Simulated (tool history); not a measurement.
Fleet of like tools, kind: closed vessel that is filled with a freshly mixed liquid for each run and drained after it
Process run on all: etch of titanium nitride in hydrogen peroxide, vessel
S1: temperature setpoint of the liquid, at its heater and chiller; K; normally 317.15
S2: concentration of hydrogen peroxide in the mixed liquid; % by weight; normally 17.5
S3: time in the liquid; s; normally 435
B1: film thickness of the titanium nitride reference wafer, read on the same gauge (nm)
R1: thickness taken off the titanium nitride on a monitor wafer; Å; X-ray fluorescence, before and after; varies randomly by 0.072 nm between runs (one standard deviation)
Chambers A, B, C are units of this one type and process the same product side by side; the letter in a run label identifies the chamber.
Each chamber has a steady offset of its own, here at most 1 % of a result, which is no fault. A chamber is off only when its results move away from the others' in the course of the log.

run 1B hour=8.0 | S1=317.15 S2=17.5 S3=435 | B1=149.98 | R1=158.81
run 2C hour=17.0 | S1=317.15 S2=17.5 S3=435 | B1=150.00 | R1=155.68
run 3A hour=27.5 | S1=317.15 S2=17.5 S3=435 | B1=150.02 | R1=159.48
run 4C hour=36.8 | S1=317.15 S2=17.5 S3=435 | B1=149.98 | R1=156.46
run 5B hour=47.7 | S1=317.15 S2=17.5 S3=435 | B1=149.99 | R1=160.16
run 6A hour=62.0 | S1=317.15 S2=17.5 S3=435 | B1=150.01 | R1=159.46
run 7A hour=75.7 | S1=317.15 S2=17.5 S3=435 | B1=150.02 | R1=159.42
run 8B hour=86.0 | S1=317.15 S2=17.5 S3=435 | B1=150.00 | R1=159.58
run 9C hour=96.0 | S1=317.15 S2=17.5 S3=435 | B1=150.02 | R1=154.10
run 10B hour=109.9 | S1=317.15 S2=17.5 S3=435 | B1=150.00 | R1=160.84
run 11A hour=120.6 | S1=317.15 S2=17.5 S3=435 | B1=149.97 | R1=158.51
run 12C hour=131.0 | S1=317.15 S2=17.5 S3=435 | B1=150.01 | R1=157.81
run 13A hour=140.3 | S1=317.15 S2=17.5 S3=435 | B1=149.99 | R1=158.72
run 14C hour=147.3 | S1=317.15 S2=17.5 S3=435 | B1=150.00 | R1=157.66
run 15B hour=157.7 | S1=317.15 S2=17.5 S3=435 | B1=149.98 | R1=158.81
-- hour=159.5 chamber B: peroxide flow meter replaced
run 16C hour=170.8 | S1=317.15 S2=17.5 S3=435 | B1=150.00 | R1=159.33
run 17A hour=179.4 | S1=317.15 S2=17.5 S3=435 | B1=150.01 | R1=159.66
run 18B hour=186.7 | S1=317.15 S2=17.5 S3=435 | B1=149.98 | R1=158.90
run 19B hour=199.8 | S1=317.15 S2=17.5 S3=435 | B1=150.01 | R1=158.73
run 20C hour=214.1 | S1=317.15 S2=17.5 S3=435 | B1=150.00 | R1=161.45
run 21A hour=221.3 | S1=317.15 S2=17.5 S3=435 | B1=150.00 | R1=159.11
run 22B hour=230.2 | S1=317.15 S2=17.5 S3=435 | B1=149.99 | R1=158.49
run 23A hour=236.9 | S1=317.15 S2=17.5 S3=435 | B1=149.99 | R1=158.93
run 24C hour=243.6 | S1=317.15 S2=17.5 S3=435 | B1=149.99 | R1=162.80
run 25A hour=257.7 | S1=317.15 S2=17.5 S3=435 | B1=150.02 | R1=160.24
run 26B hour=269.9 | S1=311.15 S2=17.5 S3=570 | B1=150.04 | R1=129.67

The same settings go to every chamber for the next run, one line per chamber below. Forecast the results for each:
run 27A hour=280.2 | S1=317.15 S2=17.5 S3=435 | R1=?
run 27B hour=280.2 | S1=317.15 S2=17.5 S3=435 | R1=?
run 27C hour=280.2 | S1=317.15 S2=17.5 S3=435 | R1=?

run=27A R1=159.06
run=27B R1=157.78
run=27C R1=163.33
